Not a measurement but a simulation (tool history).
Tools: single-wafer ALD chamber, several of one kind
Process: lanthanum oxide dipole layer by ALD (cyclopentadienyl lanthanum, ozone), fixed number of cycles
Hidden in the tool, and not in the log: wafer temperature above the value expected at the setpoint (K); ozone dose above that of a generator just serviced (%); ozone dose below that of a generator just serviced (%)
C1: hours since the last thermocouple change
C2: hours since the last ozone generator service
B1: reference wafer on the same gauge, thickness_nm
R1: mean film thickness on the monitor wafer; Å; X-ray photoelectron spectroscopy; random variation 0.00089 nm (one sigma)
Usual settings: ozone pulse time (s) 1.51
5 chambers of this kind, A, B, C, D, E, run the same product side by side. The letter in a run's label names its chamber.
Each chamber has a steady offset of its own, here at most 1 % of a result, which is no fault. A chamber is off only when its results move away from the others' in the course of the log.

run 1D hour=7.5 | ozone_pulse_time_(s)=1.51 | C1=1375.8 C2=295.9 | B1=0.46615 | R1=5.5131
run 2B hour=20.5 | ozone_pulse_time_(s)=1.51 | C1=893.6 C2=1033.2 | B1=0.46617 | R1=5.5161
run 3A hour=37.0 | ozone_pulse_time_(s)=1.51 | C1=272.9 C2=43.7 | B1=0.46630 | R1=5.4661
run 4E hour=46.0 | ozone_pulse_time_(s)=1.51 | C1=795.3 C2=259.1 | B1=0.46645 | R1=5.5289
run 5C hour=60.2 | ozone_pulse_time_(s)=1.51 | C1=379.7 C2=1521.5 | B1=0.46667 | R1=5.5286
run 6D hour=69.6 | ozone_pulse_time_(s)=1.51 | C1=1437.9 C2=358.0 | B1=0.46660 | R1=5.5227
run 7E hour=84.1 | ozone_pulse_time_(s)=1.51 | C1=833.4 C2=297.2 | B1=0.46693 | R1=5.5375
run 8C hour=99.0 | ozone_pulse_time_(s)=1.51 | C1=418.5 C2=1560.3 | B1=0.46681 | R1=5.5117
run 9B hour=111.4 | ozone_pulse_time_(s)=0.94 | C1=984.5 C2=1124.1 | B1=0.46698 | R1=4.9221
run 10A hour=124.1 | ozone_pulse_time_(s)=0.94 | C1=360.0 C2=130.8 | B1=0.46691 | R1=4.8969
run 11C hour=140.6 | ozone_pulse_time_(s)=0.94 | C1=460.1 C2=1601.9 | B1=0.46716 | R1=4.9407
run 12E hour=150.2 | ozone_pulse_time_(s)=0.94 | C1=899.5 C2=363.3 | B1=0.46740 | R1=4.9595
run 13B hour=159.8 | ozone_pulse_time_(s)=0.94 | C1=1032.9 C2=1172.5 | B1=0.46729 | R1=4.9167
run 14D hour=168.3 | ozone_pulse_time_(s)=1.51 | C1=1536.6 C2=456.7 | B1=0.46727 | R1=5.5182
run 15A hour=183.8 | ozone_pulse_time_(s)=1.51 | C1=419.7 C2=190.5 | B1=0.46743 | R1=5.4857
run 16B hour=194.7 | ozone_pulse_time_(s)=1.78 | C1=1067.8 C2=1207.4 | B1=0.46755 | R1=5.6329
run 17C hour=203.6 | ozone_pulse_time_(s)=1.78 | C1=523.1 C2=1664.9 | B1=0.46776 | R1=5.6304
run 18D hour=216.9 | ozone_pulse_time_(s)=1.78 | C1=1585.2 C2=505.3 | B1=0.46768 | R1=5.6507
run 19E hour=226.3 | ozone_pulse_time_(s)=1.78 | C1=975.6 C2=439.4 | B1=0.46794 | R1=5.6617
run 20A hour=237.4 | ozone_pulse_time_(s)=1.78 | C1=473.3 C2=244.1 | B1=0.46778 | R1=5.6047
-- hour=244.5 chamber D: thermocouple changed; heater temperature recalibrated
run 21B hour=247.3 | ozone_pulse_time_(s)=1.51 | C1=1120.4 C2=1260.0 | B1=0.46812 | R1=5.5198
run 22E hour=260.1 | ozone_pulse_time_(s)=1.51 | C1=1009.4 C2=473.2 | B1=0.46824 | R1=5.5527
run 23A hour=275.8 | ozone_pulse_time_(s)=1.51 | C1=511.7 C2=282.5 | B1=0.46822 | R1=5.5105
run 24C hour=287.9 | ozone_pulse_time_(s)=1.51 | C1=607.4 C2=1749.2 | B1=0.46826 | R1=5.5491
run 25D hour=303.7 | ozone_pulse_time_(s)=1.51 | C1=59.3 C2=592.1 | B1=0.46846 | R1=5.5338
run 26A hour=311.2 | ozone_pulse_time_(s)=1.51 | C1=547.1 C2=317.9 | B1=0.46860 | R1=5.5051
run 27E hour=327.0 | ozone_pulse_time_(s)=1.81 | C1=1076.3 C2=540.1 | B1=0.46882 | R1=5.6821
run 28D hour=340.4 | ozone_pulse_time_(s)=1.81 | C1=96.0 C2=628.8 | B1=0.46890 | R1=5.6643
run 29B hour=354.9 | ozone_pulse_time_(s)=1.81 | C1=1228.0 C2=1367.6 | B1=0.46882 | R1=5.6601
run 30C hour=370.7 | ozone_pulse_time_(s)=1.81 | C1=690.2 C2=1832.0 | B1=0.46919 | R1=5.6732

What goes on in this fleet: one chamber off, a drifting gauge, or nothing beyond the chambers' own small offsets? Name the chamber and the cause, if any.

The gauge drifts, so all chambers seem to drift together. No chamber is off.
Cause: gauge reads high (%) = 0.667.
